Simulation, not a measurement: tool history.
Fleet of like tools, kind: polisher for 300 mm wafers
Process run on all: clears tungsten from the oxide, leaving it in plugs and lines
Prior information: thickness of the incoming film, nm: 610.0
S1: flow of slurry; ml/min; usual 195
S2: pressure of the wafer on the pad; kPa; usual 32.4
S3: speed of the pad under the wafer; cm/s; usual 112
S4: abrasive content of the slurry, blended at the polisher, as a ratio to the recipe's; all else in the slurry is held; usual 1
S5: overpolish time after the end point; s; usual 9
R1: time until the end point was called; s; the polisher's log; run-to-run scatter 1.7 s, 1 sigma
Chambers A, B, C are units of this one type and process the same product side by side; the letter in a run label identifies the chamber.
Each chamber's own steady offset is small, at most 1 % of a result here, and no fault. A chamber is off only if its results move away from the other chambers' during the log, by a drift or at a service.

| run | day | S1 | S2 | S3 | S4 | S5 | R1 |
|---|---|---|---|---|---|---|---|
|  | 0.146 | chamber B: worn pad replaced by a new one |
| 1C | 0.271 | 195 | 32.4 | 112 | 1 | 9 | 102.2 |
| 2B | 0.55 | 195 | 32.4 | 112 | 1 | 9 | 104.37 |
| 3A | 0.771 | 195 | 32.4 | 112 | 1 | 9 | 100.75 |
| 4C | 1 | 195 | 32.4 | 112 | 1 | 9 | 104.9 |
| 5B | 1.321 | 195 | 32.4 | 112 | 1 | 5 | 101.14 |
|  | 1.333 | chamber C: worn pad replaced by a new one |
| 6A | 1.688 | 195 | 32.4 | 112 | 1 | 5 | 101.94 |
|  | 1.792 | chamber C: slurry blender recalibrated |
|  | 1.971 | chamber A: slurry blender recalibrated |
|  | 1.988 | chamber A: slurry tank refilled with fresh slurry and peroxide |
| 7B | 2 | 195 | 32.4 | 112 | 1 | 5 | 101 |
|  | 2.088 | chamber B: slurry tank refilled with fresh slurry and peroxide |
| 8A | 2.325 | 195 | 32.4 | 112 | 1 | 9 | 101.41 |
| 9C | 2.521 | 195 | 32.4 | 112 | 1 | 9 | 102.77 |
|  | 2.754 | chamber A: worn pad replaced by a new one |
| 10A | 2.875 | 195 | 32.4 | 112 | 1.1 | 6 | 98.443 |
|  | 2.921 | chamber B: worn pad replaced by a new one |
|  | 3.067 | chamber C: slurry tank refilled with fresh slurry and peroxide |
| 11C | 3.229 | 195 | 32.4 | 112 | 1.1 | 6 | 99.582 |
| 12B | 3.5 | 195 | 32.4 | 112 | 1.1 | 6 | 99.104 |
|  | 3.604 | chamber B: slurry nozzle cleaned |
| 13A | 3.692 | 195 | 32.4 | 112 | 1 | 9 | 105.92 |
| 14B | 3.933 | 195 | 36.5 | 112 | 1.15 | 9 | 89.086 |
|  | 4.138 | chamber B: slurry blender recalibrated |
| 15C | 4.233 | 195 | 36.5 | 112 | 1.15 | 9 | 90.485 |
|  | 4.275 | chamber C: worn pad replaced by a new one |
| 16C | 4.562 | 195 | 36.5 | 112 | 1.15 | 9 | 87.821 |
| 17A | 4.917 | 195 | 32.4 | 112 | 1 | 9 | 101.83 |
| 18B | 5.229 | 195 | 32.4 | 112 | 1 | 9 | 104.28 |
| 19B | 5.471 | 195 | 32.4 | 112 | 1 | 9 | 100.61 |
|  | 5.638 | chamber B: worn pad replaced by a new one |
| 20C | 5.842 | 195 | 32.4 | 112 | 1 | 9 | 101.17 |
| 21A | 6.092 | 195 | 32.4 | 112 | 1 | 9 | 103.94 |
|  | 6.296 | chamber A: worn pad replaced by a new one |
| 22B | 6.392 | 150 | 32.4 | 112 | 1 | 6 | 109.34 |
|  | 6.458 | chamber A: head pressure recalibrated |
| 23A | 6.588 | 150 | 32.4 | 112 | 1 | 6 | 105.44 |
| 24C | 6.767 | 150 | 32.4 | 112 | 1 | 6 | 104.92 |

Each of the 3 chambers runs these same settings next. Fill in every chamber's results:
| 25A | 7.046 | 195 | 32.4 | 112 | 1 | 9 | ? |
| 25B | 7.046 | 195 | 32.4 | 112 | 1 | 9 | ? |
| 25C | 7.046 | 195 | 32.4 | 112 | 1 | 9 | ? |

| run | R1 |
|---|---|
| 25A | 101.37 |
| 25B | 101.54 |
| 25C | 99.627 |
